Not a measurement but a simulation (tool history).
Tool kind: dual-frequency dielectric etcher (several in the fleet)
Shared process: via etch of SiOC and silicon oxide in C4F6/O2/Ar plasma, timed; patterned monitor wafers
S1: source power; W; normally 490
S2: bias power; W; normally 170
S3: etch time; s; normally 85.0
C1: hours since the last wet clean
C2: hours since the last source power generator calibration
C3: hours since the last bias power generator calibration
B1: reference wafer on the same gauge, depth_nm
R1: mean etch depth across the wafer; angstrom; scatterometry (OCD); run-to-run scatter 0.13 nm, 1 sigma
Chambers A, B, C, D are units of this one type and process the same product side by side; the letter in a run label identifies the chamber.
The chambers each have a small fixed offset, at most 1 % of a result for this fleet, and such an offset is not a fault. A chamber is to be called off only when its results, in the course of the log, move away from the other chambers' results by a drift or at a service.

run	hour	S1	S2	S3	C1	C2	C3	B1	R1
1A	7.4	490	170	85.0	545.6	2162.3	26.4	120.93	1020.20
# hour 9.7: chamber B: wet clean of the chamber
2D	19.7	490	170	85.0	364.7	250.6	616.1	120.93	1027.90
# hour 21.8: chamber A: source power generator calibrated
# hour 25.2: chamber A: wet clean of the chamber
3B	31.7	490	170	85.0	22.1	2356.1	2728.9	120.95	1017.70
4C	44.4	490	170	85.0	626.1	262.5	437.5	120.89	1017.00
5B	51.7	490	170	85.0	42.1	2376.1	2748.9	120.94	1020.00
6A	61.6	490	170	85.0	36.5	39.9	80.6	120.87	1019.80
7D	72.5	530	210	85.0	417.5	303.4	668.9	120.86	1134.40
8C	81.7	530	210	85.0	663.4	299.8	474.8	120.87	1121.40
# hour 90.4: chamber C: wet clean of the chamber
9C	91.0	530	210	85.0	0.7	309.1	484.1	120.89	1120.40
10D	102.8	530	210	85.0	447.8	333.7	699.2	120.83	1132.90
11A	114.5	490	170	85.0	89.4	92.8	133.5	120.80	1016.00
12B	123.9	490	170	85.0	114.3	2448.3	2821.1	120.78	1019.30
13A	135.4	490	170	85.0	110.3	113.7	154.4	120.79	1013.80
14C	146.6	410	209	85.0	56.3	364.7	539.7	120.77	1013.10
15D	158.5	410	209	85.0	503.5	389.4	754.9	120.70	1022.30
16B	166.9	410	209	85.0	157.3	2491.3	2864.1	120.74	1014.60
17A	174.1	410	209	85.0	149.0	152.4	193.1	120.73	1014.60
18C	184.2	490	170	85.0	93.9	402.3	577.3	120.72	1014.80
19D	194.3	490	170	85.0	539.3	425.2	790.7	120.67	1023.10
# hour 196.9: chamber D: wet clean of the chamber
20B	201.0	490	170	85.0	191.4	2525.4	2898.2	120.66	1015.40
21C	210.5	490	170	85.0	120.2	428.6	603.6	120.62	1013.70
22A	219.8	490	170	85.0	194.7	198.1	238.8	120.63	1018.60
23D	229.0	490	170	85.0	32.1	459.9	825.4	120.59	1024.10
24B	239.3	490	170	85.0	229.7	2563.7	2936.5	120.57	1016.20
25D	246.7	490	170	85.0	49.8	477.6	843.1	120.58	1023.50
26C	257.3	490	170	85.0	167.0	475.4	650.4	120.58	1016.10
27A	269.4	490	170	85.0	244.3	247.7	288.4	120.57	1016.20
28B	281.5	490	183	64.5	271.9	2605.9	2978.7	120.50	790.19
29C	293.4	490	183	64.5	203.1	511.5	686.5	120.48	788.32
30D	303.7	490	183	64.5	106.8	534.6	900.1	120.51	794.82
31A	313.9	490	183	64.5	288.8	292.2	332.9	120.49	786.52
32B	324.6	490	170	85.0	315.0	2649.0	3021.8	120.43	1015.50
33D	337.7	490	170	85.0	140.8	568.6	934.1	120.40	1022.70
34A	347.0	580	170	85.0	321.9	325.3	366.0	120.47	1078.50
35C	356.0	580	170	85.0	265.7	574.1	749.1	120.42	1084.00
36B	364.5	580	170	85.0	354.9	2688.9	3061.7	120.37	1085.00
37C	373.4	580	170	85.0	283.1	591.5	766.5	120.37	1084.30

Has any chamber moved away from the others, gradually or after a service, or does the common gauge drift, or do the chambers differ only by their own small steady offsets? State the chamber and the most likely cause if one applies.

None of the chambers is off. What moves is the gauge, dragging all their readings along together.
Likeliest cause: gauge reads low (%) = 0.537.
